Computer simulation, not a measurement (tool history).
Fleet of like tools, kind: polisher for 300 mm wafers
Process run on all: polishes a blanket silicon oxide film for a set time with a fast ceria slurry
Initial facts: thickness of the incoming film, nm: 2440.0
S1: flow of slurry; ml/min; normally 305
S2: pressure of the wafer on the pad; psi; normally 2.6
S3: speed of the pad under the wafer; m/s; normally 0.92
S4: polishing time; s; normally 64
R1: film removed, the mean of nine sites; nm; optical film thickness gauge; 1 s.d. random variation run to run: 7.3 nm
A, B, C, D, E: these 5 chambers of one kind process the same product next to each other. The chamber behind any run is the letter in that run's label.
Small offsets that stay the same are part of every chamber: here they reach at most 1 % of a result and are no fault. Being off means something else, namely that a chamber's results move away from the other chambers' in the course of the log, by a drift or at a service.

run,hour,S1,S2,S3,S4,R1
1C,4.1,305,2.6,0.92,64,840.07
2B,9.5,305,2.6,0.92,64,856.93
3A,13.2,305,2.6,0.92,64,845.05
# hour 15.1: chamber E: worn pad replaced by a new one
4D,16.4,305,2.6,0.92,64,853.09
# hour 16.8: chamber C: worn pad replaced by a new one
5E,20.7,305,2.6,0.92,64,838.77
6C,26.4,305,2.6,0.92,64,862.24
7E,31.0,305,2.6,0.92,64,846.87
# hour 33.4: chamber A: slurry nozzle cleaned
8D,33.5,365,2.6,0.92,64,865.10
9B,38.2,365,2.6,0.92,64,869.68
10A,40.7,365,2.6,0.92,64,859.67
11E,45.3,365,2.6,0.92,64,852.62
12C,50.3,365,2.6,0.92,64,877.97
# hour 53.4: chamber B: worn pad replaced by a new one
13B,54.8,305,2.6,0.92,64,853.18
# hour 58.3: chamber E: worn pad replaced by a new one
14A,58.8,305,2.6,0.92,64,843.84
# hour 62.7: chamber D: worn pad replaced by a new one
15D,64.4,305,2.6,0.92,64,864.55
16D,68.8,305,2.0,0.92,64,652.20
17A,72.1,305,2.0,0.92,64,646.84
18E,75.6,305,2.0,0.92,64,646.20
# hour 77.9: chamber E: slurry nozzle cleaned
19C,80.2,305,2.0,0.92,64,658.50
20B,84.6,305,2.0,0.92,64,657.67
21E,88.8,375,3.3,0.92,64,1112.20
22D,93.5,375,3.3,0.92,64,1120.90
# hour 95.1: chamber E: worn pad replaced by a new one
23A,97.9,375,3.3,0.92,64,1036.80
24C,100.6,375,3.3,0.92,64,1084.10
25B,103.2,375,3.3,0.92,64,1096.90
# hour 104.5: chamber D: slurry nozzle cleaned
26B,107.2,360,2.6,0.92,56,761.88
27A,109.9,360,2.6,0.92,56,723.00
28C,115.5,360,2.6,0.92,56,745.18
29E,118.7,360,2.6,0.92,56,756.67
# hour 121.8: chamber C: worn pad replaced by a new one
30D,123.5,360,2.6,0.92,56,772.47
31E,126.6,305,2.6,0.92,64,856.24
32C,129.4,305,2.6,0.92,64,854.90
33B,134.5,305,2.6,0.92,64,854.07
34D,139.5,305,2.6,0.92,64,859.68
35A,143.4,305,2.6,0.92,64,792.17

Is one chamber out of step, is the gauge drifting, or do the chambers differ by no more than their own small offsets? For an off chamber, give its letter and the likeliest cause.

Little by little, chamber A moves away from the other chambers.
Most likely cause: removal rate lost through wear of the pad, % = 7.
With only this log, it may be confused with: head's pressure below its setpoint, %.

Here are 4 candidates for chamber A's next run, each the usual settings with a change, their results left as question marks. Which one brings its results back in line with what the others give on the usual settings?
A result is in line if it is within this distance of the other chambers' mean on the usual settings: R1 25.00 nm
36A-1,147.5,305,2.6,0.92,63,?
36A-2,147.5,305,2.6,0.88,62,?
36A-3,147.5,305,2.7,0.94,65,?
36A-4,147.5,305,2.6,0.92,65,?

Usual-settings mean across the other chambers: R1 852.78 nm
run,R1
36A-1,777.63
36A-2,732.20
36A-3,851.32
36A-4,802.32
The right change is 36A-3: it brings the chamber back within the allowed miss of the others.
